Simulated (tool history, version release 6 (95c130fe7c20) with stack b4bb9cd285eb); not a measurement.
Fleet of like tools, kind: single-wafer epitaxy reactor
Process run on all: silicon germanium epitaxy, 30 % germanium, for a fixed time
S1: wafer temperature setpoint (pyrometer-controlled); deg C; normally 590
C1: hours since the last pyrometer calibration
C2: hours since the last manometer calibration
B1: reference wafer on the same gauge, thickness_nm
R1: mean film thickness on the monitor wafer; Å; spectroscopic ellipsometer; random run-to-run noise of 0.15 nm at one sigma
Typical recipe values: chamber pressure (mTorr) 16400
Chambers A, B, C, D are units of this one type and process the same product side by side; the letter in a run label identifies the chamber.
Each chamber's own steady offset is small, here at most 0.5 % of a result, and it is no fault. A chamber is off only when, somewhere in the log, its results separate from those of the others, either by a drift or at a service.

Run 1B, hour 13.3: usual settings; C1 818.1; C2 1106.3; B1 44.494. Result: R1 453.27 Å.
Run 2A, hour 26.7: usual settings; C1 843.9; C2 1918.3; B1 44.444. Result: R1 455.77 Å.
Run 3D, hour 39.8: usual settings; C1 1529.6; C2 362.7; B1 44.490. Result: R1 455.09 Å.
Run 4C, hour 50.3: usual settings; C1 1346.7; C2 561.1; B1 44.475. Result: R1 453.58 Å.
Run 5C, hour 62.5: usual settings; C1 1358.9; C2 573.3; B1 44.514. Result: R1 450.74 Å.
Run 6D, hour 70.7: usual settings; C1 1560.5; C2 393.6; B1 44.509. Result: R1 451.38 Å.
Run 7B, hour 84.9: usual settings; C1 889.7; C2 1177.9; B1 44.494. Result: R1 453.66 Å.
Run 8A, hour 95.3: usual settings; C1 912.5; C2 1986.9; B1 44.471. Result: R1 453.84 Å.
Run 9D, hour 108.9: usual settings but chamber pressure (mTorr) 12500; C1 1598.7; C2 431.8; B1 44.508. Result: R1 405.36 Å.
Run 10B, hour 122.7: usual settings but chamber pressure (mTorr) 12500; C1 927.5; C2 1215.7; B1 44.515. Result: R1 405.75 Å.
Run 11A, hour 133.6: usual settings but chamber pressure (mTorr) 12500; C1 950.8; C2 2025.2; B1 44.515. Result: R1 407.02 Å.
At hour 137.4: chamber D: pyrometer calibrated.
Run 12C, hour 143.8: usual settings but chamber pressure (mTorr) 12500; C1 1440.2; C2 654.6; B1 44.492. Result: R1 406.37 Å.
Run 13D, hour 157.0: usual settings; C1 19.6; C2 479.9; B1 44.490. Result: R1 453.63 Å.
Run 14C, hour 164.6: usual settings; C1 1461.0; C2 675.4; B1 44.507. Result: R1 450.58 Å.
Run 15B, hour 172.2: usual settings; C1 977.0; C2 1265.2; B1 44.493. Result: R1 454.35 Å.
Run 16A, hour 181.8: usual settings; C1 999.0; C2 2073.4; B1 44.474. Result: R1 454.59 Å.
Run 17B, hour 191.7: usual settings but S1 596 deg C; C1 996.5; C2 1284.7; B1 44.497. Result: R1 506.33 Å.
Run 18D, hour 202.2: usual settings but S1 596 deg C; C1 64.8; C2 525.1; B1 44.527. Result: R1 501.60 Å.
Run 19C, hour 213.8: usual settings but S1 596 deg C; C1 1510.2; C2 724.6; B1 44.485. Result: R1 504.77 Å.
Run 20A, hour 225.1: usual settings but S1 596 deg C; C1 1042.3; C2 2116.7; B1 44.454. Result: R1 511.65 Å.
Run 21C, hour 234.5: usual settings; C1 1530.9; C2 745.3; B1 44.498. Result: R1 454.06 Å.
Run 22B, hour 248.6: usual settings; C1 1053.4; C2 1341.6; B1 44.532. Result: R1 452.62 Å.
Run 23D, hour 255.3: usual settings; C1 117.9; C2 578.2; B1 44.495. Result: R1 453.16 Å.
Run 24A, hour 264.7: usual settings; C1 1081.9; C2 2156.3; B1 44.476. Result: R1 455.66 Å.
Run 25B, hour 278.2: usual settings; C1 1083.0; C2 1371.2; B1 44.476. Result: R1 454.12 Å.
Run 26D, hour 286.8: usual settings; C1 149.4; C2 609.7; B1 44.514. Result: R1 453.65 Å.
Run 27A, hour 294.7: usual settings; C1 1111.9; C2 2186.3; B1 44.522. Result: R1 455.50 Å.
Run 28C, hour 307.0: usual settings; C1 1603.4; C2 817.8; B1 44.514. Result: R1 451.71 Å.

Is one chamber out of step, is the gauge drifting, or do the chambers differ by no more than their own small offsets? For an off chamber, give its letter and the likeliest cause.

Nothing is wrong: each chamber keeps only its own small, steady offset and the gauge holds still.
